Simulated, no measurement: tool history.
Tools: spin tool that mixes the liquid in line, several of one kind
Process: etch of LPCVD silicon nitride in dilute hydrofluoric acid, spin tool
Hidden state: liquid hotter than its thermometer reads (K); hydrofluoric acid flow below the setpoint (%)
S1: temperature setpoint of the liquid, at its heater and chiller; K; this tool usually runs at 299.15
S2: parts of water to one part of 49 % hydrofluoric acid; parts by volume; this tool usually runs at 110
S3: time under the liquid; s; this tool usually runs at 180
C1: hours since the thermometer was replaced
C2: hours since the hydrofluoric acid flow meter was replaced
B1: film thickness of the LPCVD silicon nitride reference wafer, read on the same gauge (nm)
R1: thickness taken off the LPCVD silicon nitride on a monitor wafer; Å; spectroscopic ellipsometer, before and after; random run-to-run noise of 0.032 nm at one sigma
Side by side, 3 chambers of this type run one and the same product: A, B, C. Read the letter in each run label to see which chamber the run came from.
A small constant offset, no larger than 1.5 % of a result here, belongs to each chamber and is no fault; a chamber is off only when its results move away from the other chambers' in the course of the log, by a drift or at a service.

Run 1A, hour 12.2: usual settings; C1 1375.6; C2 1540.5; B1 50.024. Result: R1 9.9096 Å.
Run 2B, hour 23.8: usual settings; C1 798.6; C2 60.7; B1 50.037. Result: R1 9.7179 Å.
Run 3C, hour 33.4: usual settings; C1 276.3; C2 853.4; B1 49.966. Result: R1 9.2971 Å.
Run 4C, hour 43.8: usual settings; C1 286.7; C2 863.8; B1 49.986. Result: R1 9.9132 Å.
Run 5A, hour 55.9: usual settings but S1 294.15 K, S3 285 s; C1 1419.3; C2 1584.2; B1 50.032. Result: R1 10.7510 Å.
Run 6B, hour 67.7: usual settings but S1 294.15 K, S3 285 s; C1 842.5; C2 104.6; B1 49.959. Result: R1 10.9830 Å.
Run 7A, hour 74.4: usual settings but S1 294.15 K, S3 285 s; C1 1437.8; C2 1602.7; B1 50.006. Result: R1 12.1990 Å.
Run 8B, hour 88.6: usual settings; C1 863.4; C2 125.5; B1 50.014. Result: R1 9.8074 Å.
Run 9C, hour 101.2: usual settings; C1 344.1; C2 921.2; B1 49.935. Result: R1 9.6145 Å.
Run 10B, hour 111.5: usual settings; C1 886.3; C2 148.4; B1 50.026. Result: R1 9.8862 Å.
Run 11A, hour 118.2: usual settings but S2 145 parts by volume; C1 1481.6; C2 1646.5; B1 50.002. Result: R1 7.9999 Å.
Run 12C, hour 125.2: usual settings but S2 145 parts by volume; C1 368.1; C2 945.2; B1 49.976. Result: R1 7.1787 Å.
Run 13C, hour 132.2: usual settings but S2 145 parts by volume; C1 375.1; C2 952.2; B1 49.987. Result: R1 7.0129 Å.
Run 14B, hour 146.5: usual settings; C1 921.3; C2 183.4; B1 49.989. Result: R1 9.6790 Å.
Run 15A, hour 158.9: usual settings but S2 60 parts by volume; C1 1522.3; C2 1687.2; B1 49.983. Result: R1 17.5750 Å.
Run 16B, hour 170.4: usual settings but S2 60 parts by volume; C1 945.2; C2 207.3; B1 49.991. Result: R1 16.5420 Å.
Run 17A, hour 183.2: usual settings but S2 60 parts by volume; C1 1546.6; C2 1711.5; B1 49.986. Result: R1 17.4850 Å.
Run 18C, hour 193.5: usual settings; C1 436.4; C2 1013.5; B1 50.005. Result: R1 9.4052 Å.
Run 19B, hour 207.4: usual settings but S2 80 parts by volume; C1 982.2; C2 244.3; B1 49.991. Result: R1 12.8780 Å.
Run 20C, hour 218.2: usual settings but S2 80 parts by volume; C1 461.1; C2 1038.2; B1 50.023. Result: R1 13.2260 Å.
Run 21A, hour 228.8: usual settings but S2 80 parts by volume; C1 1592.2; C2 1757.1; B1 50.009. Result: R1 13.5630 Å.
Run 22C, hour 242.5: usual settings; C1 485.4; C2 1062.5; B1 49.984. Result: R1 9.6733 Å.
Run 23A, hour 255.0: usual settings; C1 1618.4; C2 1783.3; B1 49.984. Result: R1 9.9440 Å.
Run 24B, hour 263.6: usual settings; C1 1038.4; C2 300.5; B1 49.989. Result: R1 9.6198 Å.
Run 25C, hour 271.9: usual settings; C1 514.8; C2 1091.9; B1 49.989. Result: R1 9.4388 Å.
Run 26B, hour 279.8: usual settings; C1 1054.6; C2 316.7; B1 49.987. Result: R1 10.0760 Å.
Run 27A, hour 292.9: usual settings; C1 1656.3; C2 1821.2; B1 50.014. Result: R1 9.2130 Å.
Run 28C, hour 303.8: usual settings but S3 115 s; C1 546.7; C2 1123.8; B1 50.007. Result: R1 6.0785 Å.
Run 29A, hour 311.8: usual settings but S3 115 s; C1 1675.2; C2 1840.1; B1 49.975. Result: R1 6.4702 Å.
Run 30B, hour 324.9: usual settings but S3 115 s; C1 1099.7; C2 361.8; B1 50.017. Result: R1 6.4930 Å.
Run 31C, hour 332.5: usual settings; C1 575.4; C2 1152.5; B1 49.980. Result: R1 9.0052 Å.
Run 32B, hour 344.7: usual settings; C1 1119.5; C2 381.6; B1 49.999. Result: R1 9.4993 Å.
Run 33A, hour 354.9: usual settings but S2 160 parts by volume; C1 1718.3; C2 1883.2; B1 50.001. Result: R1 6.5414 Å.
Run 34A, hour 365.8: usual settings but S2 160 parts by volume; C1 1729.2; C2 1894.1; B1 49.999. Result: R1 6.9769 Å.
Run 35C, hour 377.8: usual settings but S2 160 parts by volume; C1 620.7; C2 1197.8; B1 50.018. Result: R1 6.5814 Å.
Run 36B, hour 384.5: usual settings; C1 1159.3; C2 421.4; B1 50.010. Result: R1 9.5102 Å.
Run 37A, hour 398.1: usual settings; C1 1761.5; C2 1926.4; B1 50.021. Result: R1 9.8939 Å.
Run 38B, hour 410.3: usual settings; C1 1185.1; C2 447.2; B1 50.037. Result: R1 9.1814 Å.
Run 39C, hour 423.2: usual settings; C1 666.1; C2 1243.2; B1 49.982. Result: R1 9.3563 Å.
Run 40A, hour 435.1: usual settings; C1 1798.5; C2 1963.4; B1 49.989. Result: R1 9.7572 Å.
Run 41C, hour 443.3: usual settings; C1 686.2; C2 1263.3; B1 49.957. Result: R1 9.5029 Å.

Next, all 3 chambers run the settings below, one line each with question marks for the results. What does each chamber give?
Run 42A, hour 453.9: usual settings but S3 230 s. Result: R1 ?.
Run 42B, hour 453.9: usual settings but S3 230 s. Result: R1 ?.
Run 42C, hour 453.9: usual settings but S3 230 s. Result: R1 ?.

run       R1
42A  12.0840
42B  11.7770
42C  11.9440

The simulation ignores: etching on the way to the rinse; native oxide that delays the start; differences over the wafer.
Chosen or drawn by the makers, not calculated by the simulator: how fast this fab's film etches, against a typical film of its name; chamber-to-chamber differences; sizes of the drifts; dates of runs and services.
